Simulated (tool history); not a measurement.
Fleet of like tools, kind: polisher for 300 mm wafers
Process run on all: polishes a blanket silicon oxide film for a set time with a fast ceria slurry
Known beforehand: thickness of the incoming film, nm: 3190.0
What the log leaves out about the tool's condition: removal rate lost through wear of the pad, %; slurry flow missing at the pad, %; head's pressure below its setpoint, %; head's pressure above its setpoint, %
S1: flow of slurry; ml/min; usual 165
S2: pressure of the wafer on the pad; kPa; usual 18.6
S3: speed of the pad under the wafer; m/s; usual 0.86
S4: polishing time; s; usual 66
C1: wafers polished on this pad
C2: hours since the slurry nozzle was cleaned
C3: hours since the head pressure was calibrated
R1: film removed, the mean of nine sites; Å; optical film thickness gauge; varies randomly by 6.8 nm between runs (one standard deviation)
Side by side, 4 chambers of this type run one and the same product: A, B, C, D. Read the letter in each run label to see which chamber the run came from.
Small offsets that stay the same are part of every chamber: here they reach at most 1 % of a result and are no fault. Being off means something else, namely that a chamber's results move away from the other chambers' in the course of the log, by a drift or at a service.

run   hour   S1    S2    S3  S4    C1     C2      C3      R1
       3.5  -- chamber A: worn pad replaced by a new one
 1C   12.9  165  18.6  0.86  66  1261  286.8   348.4  9238.9
 2A   21.7  165  18.6  0.86  66   161  404.7  1332.9  9192.9
      23.8  -- chamber B: slurry nozzle cleaned
 3B     31  165  18.6  0.86  66   411    7.3   303.7  9192.3
 4D   43.8  165  18.6  0.86  66  1522  145.4   987.4  9175.6
        46  -- chamber D: worn pad replaced by a new one
 5B   51.8  165  18.6  0.86  66   596   28.1   324.5  9204.2
      58.7  -- chamber C: worn pad replaced by a new one
 6D   62.4  165  18.6  0.86  66   146    164    1006    9134
 7C   74.8  165  18.6  0.86  66   143  348.7   410.3  9203.2
 8A   87.1  165  18.6  0.86  66   743  470.1  1398.3  9231.5
      95.4  -- chamber A: slurry nozzle cleaned
 9C  102.4  165  18.6  0.86  66   389  376.3   437.9  9369.8
10B  113.1  165  18.6  0.86  66  1141   89.4   385.8  9112.8
11D    128  165  18.6  0.86  66   729  229.6  1071.6  9198.4
     137.4  -- chamber B: worn pad replaced by a new one
12A  138.6  165  18.6  0.86  66  1201   43.2  1449.8  9207.2
13A  147.8  165  18.6  0.86  66  1283   52.4    1459  9155.8
14D  155.3  135  18.6  0.96  66   972  256.9  1098.9  9977.6
     164.8  -- chamber A: worn pad replaced by a new one
15B  169.2  135  18.6  0.96  66   283  145.5   441.9  9942.6
16C  181.5  135  18.6  0.96  66  1093  455.4     517   10115
17D  189.5  135  18.6  0.96  66  1276  291.1  1133.1  9869.4
       198  -- chamber C: worn pad replaced by a new one
18B  203.1  165  18.6  0.86  66   585  179.4   475.8  9221.3
     206.2  -- chamber D: worn pad replaced by a new one
19A  212.9  165  18.6  0.86  66   428  117.5  1524.1  9168.4
20C  224.4  165  18.6  0.86  66   234  498.3   559.9    9154
     234.9  -- chamber D: slurry nozzle cleaned
21C  236.6  165  18.6  0.86  66   343  510.5   572.1  9138.8
       243  -- chamber A: head pressure recalibrated
     246.8  -- chamber D: head pressure recalibrated
22B  251.8  165  18.6  0.86  66  1018  228.1   524.5  9203.8
23D  264.1  165  18.6  0.86  66   515   29.3    17.4  9211.2
       271  -- chamber B: worn pad replaced by a new one
24A  275.4  165  18.6  0.86  66   984    180    32.5  8866.5
     276.9  -- chamber C: slurry nozzle cleaned
25C  288.8  165  18.6  0.86  66   807     12   624.3  9262.6
26A  301.2  195  18.6  0.86  45  1214  205.8    58.3    6133
27B  308.5  195  18.6  0.86  45   334  284.8   581.2  6460.8
     323.2  -- chamber A: worn pad replaced by a new one
28D  323.4  195  18.6  0.86  45  1042   88.6    76.7    6449
29C  331.8  195  18.6  0.86  45  1190     55   667.3  6455.2
30B  342.5  165  18.6  0.86  66   636  318.8   615.2  9207.9
31D  352.2  165  18.6  0.86  66  1299  117.4   105.5  9275.2
     361.4  -- chamber C: worn pad replaced by a new one
32A  368.4  165  18.6  0.86  66   402    273   125.5  8758.7
33C    378  165  18.6  0.86  66   148  101.2   713.5  9301.2
     378.4  -- chamber D: worn pad replaced by a new one
34B  393.8  215  18.6  0.86  54  1092  370.1   666.5  7795.6
       402  -- chamber B: worn pad replaced by a new one
35A  403.5  215  18.6  0.86  54   714  308.1   160.6  7539.3
36D  418.6  215  18.6  0.86  54   358  183.8   171.9  7704.8
37D  434.1  215  18.6  0.86  54   495  199.3   187.4  7753.3
38C  442.6  135  18.6  0.68  66   723  165.8   778.1  7049.4
39B  450.9  135  18.6  0.68  66   435  427.2   723.6  6966.5
40A  466.1  135  18.6  0.68  66  1271  370.7   223.2  6761.6
41D  482.2  135  18.6  0.68  66   923  247.4   235.5    7004

Read the log: is a single chamber off, either drifting away or since a service, is the gauge that measures every chamber drifting, or is nothing wrong beyond small per-chamber offsets? Name any odd chamber and what most likely caused it.

After it was serviced, chamber A no longer matches the other chambers.
Cause: head's pressure below its setpoint, % = 4.22.

Here are 4 candidates for chamber A's next run, each the usual settings with a change, their results left as question marks. Which one brings its results back in line with what the others give on the usual settings?
To be in line, a result may differ from the other chambers' mean on the usual settings by at most: R1 240 Å
42A-1  493.9  165  18.6  0.84  65               ?
42A-2  493.9  210  18.6  0.86  66               ?
42A-3  493.9  165  19.3  0.88  68               ?
42A-4  493.9  165  17.9  0.82  66               ?

Average result of the remaining chambers running the usual settings: R1 9189.1 Å
  run      R1
42A-1    8465
42A-2  9112.1
42A-3  9624.5
42A-4  8078.5
With 42A-2, the chamber falls back in line with the rest.

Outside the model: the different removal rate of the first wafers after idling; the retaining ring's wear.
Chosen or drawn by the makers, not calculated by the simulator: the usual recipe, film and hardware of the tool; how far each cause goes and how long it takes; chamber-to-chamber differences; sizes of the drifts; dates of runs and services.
